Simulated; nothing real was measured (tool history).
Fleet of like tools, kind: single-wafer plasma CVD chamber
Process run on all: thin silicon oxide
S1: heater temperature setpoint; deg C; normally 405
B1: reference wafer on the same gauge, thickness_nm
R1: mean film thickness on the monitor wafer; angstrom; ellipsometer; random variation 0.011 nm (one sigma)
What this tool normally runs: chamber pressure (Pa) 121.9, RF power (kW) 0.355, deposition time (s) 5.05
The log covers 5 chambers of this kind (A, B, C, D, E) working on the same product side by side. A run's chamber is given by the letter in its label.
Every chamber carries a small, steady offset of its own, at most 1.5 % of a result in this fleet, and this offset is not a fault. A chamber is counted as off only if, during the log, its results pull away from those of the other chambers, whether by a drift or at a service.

run 1A hour=7.3 | S1=405 chamber_pressure_(Pa)=121.9 RF_power_(kW)=0.355 deposition_time_(s)=5.05 | B1=10.799 | R1=110.38
run 2C hour=10.8 | S1=405 chamber_pressure_(Pa)=121.9 RF_power_(kW)=0.355 deposition_time_(s)=5.05 | B1=10.799 | R1=112.56
run 3B hour=16 | S1=405 chamber_pressure_(Pa)=121.9 RF_power_(kW)=0.355 deposition_time_(s)=5.05 | B1=10.797 | R1=111.29
run 4E hour=22.5 | S1=405 chamber_pressure_(Pa)=121.9 RF_power_(kW)=0.355 deposition_time_(s)=5.05 | B1=10.795 | R1=111.14
run 5D hour=25.9 | S1=405 chamber_pressure_(Pa)=121.9 RF_power_(kW)=0.355 deposition_time_(s)=5.05 | B1=10.792 | R1=110.6
run 6E hour=29.5 | S1=405 chamber_pressure_(Pa)=121.9 RF_power_(kW)=0.355 deposition_time_(s)=5.05 | B1=10.794 | R1=111.35
run 7A hour=35.9 | S1=411 chamber_pressure_(Pa)=105.6 RF_power_(kW)=0.355 deposition_time_(s)=5.05 | B1=10.79 | R1=96.915
run 8B hour=41.2 | S1=411 chamber_pressure_(Pa)=105.6 RF_power_(kW)=0.355 deposition_time_(s)=5.05 | B1=10.792 | R1=97.838
run 9C hour=47.9 | S1=411 chamber_pressure_(Pa)=105.6 RF_power_(kW)=0.355 deposition_time_(s)=5.05 | B1=10.787 | R1=98.87
run 10D hour=51.1 | S1=411 chamber_pressure_(Pa)=105.6 RF_power_(kW)=0.355 deposition_time_(s)=5.05 | B1=10.787 | R1=96.91
run 11D hour=57.8 | S1=411 chamber_pressure_(Pa)=105.6 RF_power_(kW)=0.355 deposition_time_(s)=5.05 | B1=10.786 | R1=96.983
run 12E hour=61.5 | S1=405 chamber_pressure_(Pa)=121.9 RF_power_(kW)=0.355 deposition_time_(s)=5.05 | B1=10.785 | R1=111.13
run 13B hour=67 | S1=405 chamber_pressure_(Pa)=121.9 RF_power_(kW)=0.355 deposition_time_(s)=5.05 | B1=10.786 | R1=111.02
run 14C hour=72 | S1=405 chamber_pressure_(Pa)=121.9 RF_power_(kW)=0.355 deposition_time_(s)=5.05 | B1=10.785 | R1=112.31
run 15A hour=79.1 | S1=405 chamber_pressure_(Pa)=121.9 RF_power_(kW)=0.355 deposition_time_(s)=5.05 | B1=10.782 | R1=110.21
run 16C hour=83.4 | S1=397 chamber_pressure_(Pa)=121.9 RF_power_(kW)=0.355 deposition_time_(s)=5.05 | B1=10.783 | R1=112.96
run 17D hour=90.1 | S1=397 chamber_pressure_(Pa)=121.9 RF_power_(kW)=0.355 deposition_time_(s)=5.05 | B1=10.778 | R1=110.89
run 18E hour=94 | S1=397 chamber_pressure_(Pa)=121.9 RF_power_(kW)=0.355 deposition_time_(s)=5.05 | B1=10.777 | R1=111.66
run 19B hour=98.1 | S1=397 chamber_pressure_(Pa)=121.9 RF_power_(kW)=0.355 deposition_time_(s)=5.05 | B1=10.775 | R1=111.67
run 20A hour=104.3 | S1=397 chamber_pressure_(Pa)=121.9 RF_power_(kW)=0.355 deposition_time_(s)=5.05 | B1=10.777 | R1=110.77
run 21D hour=107.7 | S1=405 chamber_pressure_(Pa)=121.9 RF_power_(kW)=0.355 deposition_time_(s)=5.05 | B1=10.781 | R1=110.45
run 22A hour=113.9 | S1=405 chamber_pressure_(Pa)=121.9 RF_power_(kW)=0.355 deposition_time_(s)=5.05 | B1=10.774 | R1=109.86
run 23C hour=118.9 | S1=405 chamber_pressure_(Pa)=121.9 RF_power_(kW)=0.355 deposition_time_(s)=5.05 | B1=10.777 | R1=112.41
run 24B hour=125.7 | S1=405 chamber_pressure_(Pa)=121.9 RF_power_(kW)=0.355 deposition_time_(s)=5.05 | B1=10.772 | R1=110.89
run 25E hour=132.2 | S1=397 chamber_pressure_(Pa)=121.9 RF_power_(kW)=0.355 deposition_time_(s)=4.36 | B1=10.771 | R1=96.411
-- hour=135.7 chamber C: thermocouple changed; heater temperature recalibrated
run 26A hour=135.7 | S1=397 chamber_pressure_(Pa)=121.9 RF_power_(kW)=0.355 deposition_time_(s)=4.36 | B1=10.772 | R1=95.577
run 27D hour=142.8 | S1=397 chamber_pressure_(Pa)=121.9 RF_power_(kW)=0.355 deposition_time_(s)=4.36 | B1=10.769 | R1=95.74
run 28E hour=149.9 | S1=397 chamber_pressure_(Pa)=121.9 RF_power_(kW)=0.355 deposition_time_(s)=4.36 | B1=10.765 | R1=96.246
run 29B hour=156.9 | S1=397 chamber_pressure_(Pa)=121.9 RF_power_(kW)=0.355 deposition_time_(s)=4.36 | B1=10.767 | R1=96.228
run 30C hour=163.9 | S1=405 chamber_pressure_(Pa)=121.9 RF_power_(kW)=0.355 deposition_time_(s)=5.05 | B1=10.764 | R1=112.34
run 31B hour=168.4 | S1=405 chamber_pressure_(Pa)=121.9 RF_power_(kW)=0.355 deposition_time_(s)=5.05 | B1=10.766 | R1=110.84
run 32D hour=172.3 | S1=405 chamber_pressure_(Pa)=121.9 RF_power_(kW)=0.355 deposition_time_(s)=5.05 | B1=10.761 | R1=110.2
run 33A hour=176.7 | S1=405 chamber_pressure_(Pa)=121.9 RF_power_(kW)=0.355 deposition_time_(s)=5.05 | B1=10.762 | R1=110
run 34C hour=182.6 | S1=405 chamber_pressure_(Pa)=121.9 RF_power_(kW)=0.355 deposition_time_(s)=5.05 | B1=10.758 | R1=112.31
run 35E hour=188.3 | S1=405 chamber_pressure_(Pa)=121.9 RF_power_(kW)=0.355 deposition_time_(s)=5.05 | B1=10.758 | R1=110.82
run 36E hour=193.9 | S1=405 chamber_pressure_(Pa)=121.9 RF_power_(kW)=0.355 deposition_time_(s)=5.05 | B1=10.76 | R1=110.84
run 37A hour=201.2 | S1=405 chamber_pressure_(Pa)=121.9 RF_power_(kW)=0.355 deposition_time_(s)=5.05 | B1=10.756 | R1=110.07

All chambers now run identical settings, listed one chamber a line with results as question marks. What results will each chamber show?
run 38A hour=206.4 | S1=419 chamber_pressure_(Pa)=121.9 RF_power_(kW)=0.355 deposition_time_(s)=5.05 | R1=?
run 38B hour=206.4 | S1=419 chamber_pressure_(Pa)=121.9 RF_power_(kW)=0.355 deposition_time_(s)=5.05 | R1=?
run 38C hour=206.4 | S1=419 chamber_pressure_(Pa)=121.9 RF_power_(kW)=0.355 deposition_time_(s)=5.05 | R1=?
run 38D hour=206.4 | S1=419 chamber_pressure_(Pa)=121.9 RF_power_(kW)=0.355 deposition_time_(s)=5.05 | R1=?
run 38E hour=206.4 | S1=419 chamber_pressure_(Pa)=121.9 RF_power_(kW)=0.355 deposition_time_(s)=5.05 | R1=?

run=38A R1=109.01
run=38B R1=109.76
run=38C R1=111.17
run=38D R1=109.15
run=38E R1=109.88
